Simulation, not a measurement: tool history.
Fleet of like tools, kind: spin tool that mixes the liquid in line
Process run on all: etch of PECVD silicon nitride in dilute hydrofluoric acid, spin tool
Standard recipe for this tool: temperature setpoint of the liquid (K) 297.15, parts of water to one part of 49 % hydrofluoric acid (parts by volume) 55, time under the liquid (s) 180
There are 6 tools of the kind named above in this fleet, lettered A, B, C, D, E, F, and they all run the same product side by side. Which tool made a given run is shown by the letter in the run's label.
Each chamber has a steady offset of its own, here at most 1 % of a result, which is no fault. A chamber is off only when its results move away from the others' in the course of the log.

run	hour	temperature setpoint of the liquid (K)	parts of water to one part of 49 % hydrofluoric acid (parts by volume)	time under the liquid (s)	hours since the thermometer was replaced	hours since the hydrofluoric acid flow meter was replaced	read-back film thickness of the PECVD silicon nitride reference wafer, read on the same gauge (nm)	thickness taken off the PECVD silicon nitride on a monitor wafer (angstrom)
1A	5.9	297.15	55	180	427.1	23.1	59.994	59.835
2C	12.2	297.15	55	180	1268.5	1972.2	60.005	60.495
3D	21.0	297.15	55	180	2258.2	213.5	60.013	61.001
4B	26.7	297.15	55	180	317.0	320.5	59.997	60.211
5F	34.2	297.15	55	180	409.7	210.9	60.018	60.617
6E	41.8	297.15	55	180	221.2	493.9	60.026	61.138
7C	50.6	297.15	55	180	1306.9	2010.6	60.002	60.409
8B	59.5	297.15	55	180	349.8	353.3	59.982	60.613
9A	65.0	297.15	55	140	486.2	82.2	60.012	47.086
10E	69.0	297.15	55	140	248.4	521.1	59.987	47.037
11F	76.3	297.15	55	140	451.8	253.0	59.984	46.781
12D	81.5	297.15	55	140	2318.7	274.0	59.997	46.242
13B	85.8	297.15	55	140	376.1	379.6	60.011	47.317
14F	90.9	297.15	55	140	466.4	267.6	60.003	47.586
15C	97.0	297.15	55	180	1353.3	2057.0	60.007	60.705
16D	102.5	297.15	55	180	2339.7	295.0	59.978	60.503
17A	107.9	297.15	55	180	529.1	125.1	60.001	60.827
18E	115.4	297.15	55	180	294.8	567.5	59.997	60.928
19A	119.5	297.15	55	180	540.7	136.7	60.029	59.644
20E	127.3	297.15	55	180	306.7	579.4	59.984	61.005
21C	132.4	297.15	55	180	1388.7	2092.4	60.001	60.320
# hour 134.8: chamber C: thermometer replaced
22D	138.3	297.15	30	215	2375.5	330.8	60.014	132.080
23B	143.8	297.15	30	215	434.1	437.6	59.992	130.160
24F	152.2	297.15	30	215	527.7	328.9	60.022	131.110
25F	159.3	297.15	30	215	534.8	336.0	59.991	130.310
26E	166.2	297.15	30	215	345.6	618.3	59.994	132.320
27A	175.0	297.15	30	215	596.2	192.2	59.996	130.030
28B	181.8	297.15	55	130	472.1	475.6	59.992	43.789
# hour 185.3: chamber C: hydrofluoric acid flow meter replaced
29D	186.1	297.15	55	130	2423.3	378.6	59.995	43.919
30C	191.7	297.15	55	130	56.9	6.4	59.985	43.655
31A	198.5	297.15	55	130	619.7	215.7	59.992	43.029
32D	202.6	297.15	55	130	2439.8	395.1	60.015	43.533
33E	207.7	297.15	55	130	387.1	659.8	60.009	43.753
34B	212.7	297.15	55	180	503.0	506.5	59.970	60.572
35F	218.5	297.15	55	180	594.0	395.2	59.990	61.065
36C	224.6	297.15	55	180	89.8	39.3	59.993	60.598
37D	232.7	297.15	55	180	2469.9	425.2	60.003	60.619
# hour 235.8: chamber A: thermometer replaced
38B	236.9	297.15	55	180	527.2	530.7	59.992	60.474
39C	241.3	297.15	80	180	106.5	56.0	60.012	41.599
40A	245.6	297.15	80	180	9.9	262.8	59.999	41.207
41F	250.2	297.15	80	180	625.7	426.9	59.986	41.501
42E	255.5	297.15	80	180	434.9	707.6	60.001	41.823
43F	262.4	297.15	80	180	637.9	439.1	59.976	41.674

All 6 chambers run these settings next. Forecast each chamber's results:
44A	268.9	297.15	55	85				?
44B	268.9	297.15	55	85				?
44C	268.9	297.15	55	85				?
44D	268.9	297.15	55	85				?
44E	268.9	297.15	55	85				?
44F	268.9	297.15	55	85				?

run	thickness taken off the PECVD silicon nitride on a monitor wafer (angstrom)
44A	28.109
44B	28.564
44C	28.432
44D	28.815
44E	28.810
44F	28.293
